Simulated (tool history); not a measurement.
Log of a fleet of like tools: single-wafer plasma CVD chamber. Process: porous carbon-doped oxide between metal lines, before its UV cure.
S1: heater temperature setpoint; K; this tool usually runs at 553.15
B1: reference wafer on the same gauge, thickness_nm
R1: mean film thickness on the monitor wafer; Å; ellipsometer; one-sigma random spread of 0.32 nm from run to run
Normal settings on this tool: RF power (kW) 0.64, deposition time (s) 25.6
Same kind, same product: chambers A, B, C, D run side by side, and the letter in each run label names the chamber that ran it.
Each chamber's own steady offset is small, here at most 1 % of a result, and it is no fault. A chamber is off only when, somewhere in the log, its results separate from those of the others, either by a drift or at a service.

{"run": "1D", "day": 0.329, "S1": 553.15, "RF power (kW)": 0.64, "deposition time (s)": 25.6, "B1": 205.94, "R1": 1833.3}
{"run": "2A", "day": 1.012, "S1": 553.15, "RF power (kW)": 0.64, "deposition time (s)": 25.6, "B1": 205.86, "R1": 1834.8}
{"run": "3C", "day": 1.425, "S1": 553.15, "RF power (kW)": 0.64, "deposition time (s)": 25.6, "B1": 205.83, "R1": 1848.8}
{"day": 1.779, "done": "chamber C: RF generator calibrated"}
{"run": "4B", "day": 1.975, "S1": 553.15, "RF power (kW)": 0.64, "deposition time (s)": 25.6, "B1": 205.74, "R1": 1854.3}
{"run": "5C", "day": 2.404, "S1": 553.15, "RF power (kW)": 0.64, "deposition time (s)": 25.6, "B1": 205.78, "R1": 1842.8}
{"run": "6D", "day": 2.879, "S1": 553.15, "RF power (kW)": 0.64, "deposition time (s)": 25.6, "B1": 205.71, "R1": 1835.1}
{"run": "7B", "day": 3.542, "S1": 553.15, "RF power (kW)": 0.64, "deposition time (s)": 25.6, "B1": 205.47, "R1": 1852.1}
{"run": "8A", "day": 3.933, "S1": 553.15, "RF power (kW)": 0.64, "deposition time (s)": 25.6, "B1": 205.51, "R1": 1833.6}
{"run": "9A", "day": 4.358, "S1": 553.15, "RF power (kW)": 0.64, "deposition time (s)": 29.8, "B1": 205.51, "R1": 2123.3}
{"run": "10D", "day": 5.0, "S1": 553.15, "RF power (kW)": 0.64, "deposition time (s)": 29.8, "B1": 205.34, "R1": 2118.5}
{"run": "11C", "day": 5.533, "S1": 553.15, "RF power (kW)": 0.64, "deposition time (s)": 29.8, "B1": 205.39, "R1": 2143.7}
{"run": "12B", "day": 6.012, "S1": 553.15, "RF power (kW)": 0.64, "deposition time (s)": 29.8, "B1": 205.23, "R1": 2138.2}
{"run": "13C", "day": 6.467, "S1": 553.15, "RF power (kW)": 0.64, "deposition time (s)": 25.6, "B1": 205.3, "R1": 1842.3}
{"run": "14B", "day": 6.933, "S1": 553.15, "RF power (kW)": 0.6, "deposition time (s)": 25.6, "B1": 205.18, "R1": 1770.5}
{"run": "15D", "day": 7.492, "S1": 553.15, "RF power (kW)": 0.6, "deposition time (s)": 25.6, "B1": 205.16, "R1": 1752}
{"run": "16A", "day": 8.171, "S1": 553.15, "RF power (kW)": 0.6, "deposition time (s)": 25.6, "B1": 205.02, "R1": 1753.1}
{"run": "17A", "day": 8.492, "S1": 553.15, "RF power (kW)": 0.6, "deposition time (s)": 25.6, "B1": 204.97, "R1": 1754.9}
{"run": "18C", "day": 9.154, "S1": 553.15, "RF power (kW)": 0.64, "deposition time (s)": 25.6, "B1": 204.98, "R1": 1839}
{"run": "19D", "day": 9.567, "S1": 553.15, "RF power (kW)": 0.64, "deposition time (s)": 25.6, "B1": 204.75, "R1": 1826.7}
{"run": "20B", "day": 9.933, "S1": 553.15, "RF power (kW)": 0.64, "deposition time (s)": 25.6, "B1": 204.83, "R1": 1848.9}
{"run": "21B", "day": 10.425, "S1": 553.15, "RF power (kW)": 0.64, "deposition time (s)": 25.6, "B1": 204.8, "R1": 1844.5}
{"run": "22A", "day": 11.004, "S1": 553.15, "RF power (kW)": 0.64, "deposition time (s)": 25.6, "B1": 204.72, "R1": 1828.6}
{"run": "23C", "day": 11.642, "S1": 553.15, "RF power (kW)": 0.64, "deposition time (s)": 25.6, "B1": 204.61, "R1": 1834.4}
{"run": "24D", "day": 12.279, "S1": 559.15, "RF power (kW)": 0.715, "deposition time (s)": 25.6, "B1": 204.54, "R1": 1887.3}

Next, all 4 chambers run the settings below, one line each with question marks for the results. What does each chamber give?
{"run": "25A", "day": 12.771, "S1": 553.15, "RF power (kW)": 0.64, "deposition time (s)": 25.6, "R1": "?"}
{"run": "25B", "day": 12.771, "S1": 553.15, "RF power (kW)": 0.64, "deposition time (s)": 25.6, "R1": "?"}
{"run": "25C", "day": 12.771, "S1": 553.15, "RF power (kW)": 0.64, "deposition time (s)": 25.6, "R1": "?"}
{"run": "25D", "day": 12.771, "S1": 553.15, "RF power (kW)": 0.64, "deposition time (s)": 25.6, "R1": "?"}

run=25A R1=1823.9
run=25B R1=1841.7
run=25C R1=1840.5
run=25D R1=1825.8

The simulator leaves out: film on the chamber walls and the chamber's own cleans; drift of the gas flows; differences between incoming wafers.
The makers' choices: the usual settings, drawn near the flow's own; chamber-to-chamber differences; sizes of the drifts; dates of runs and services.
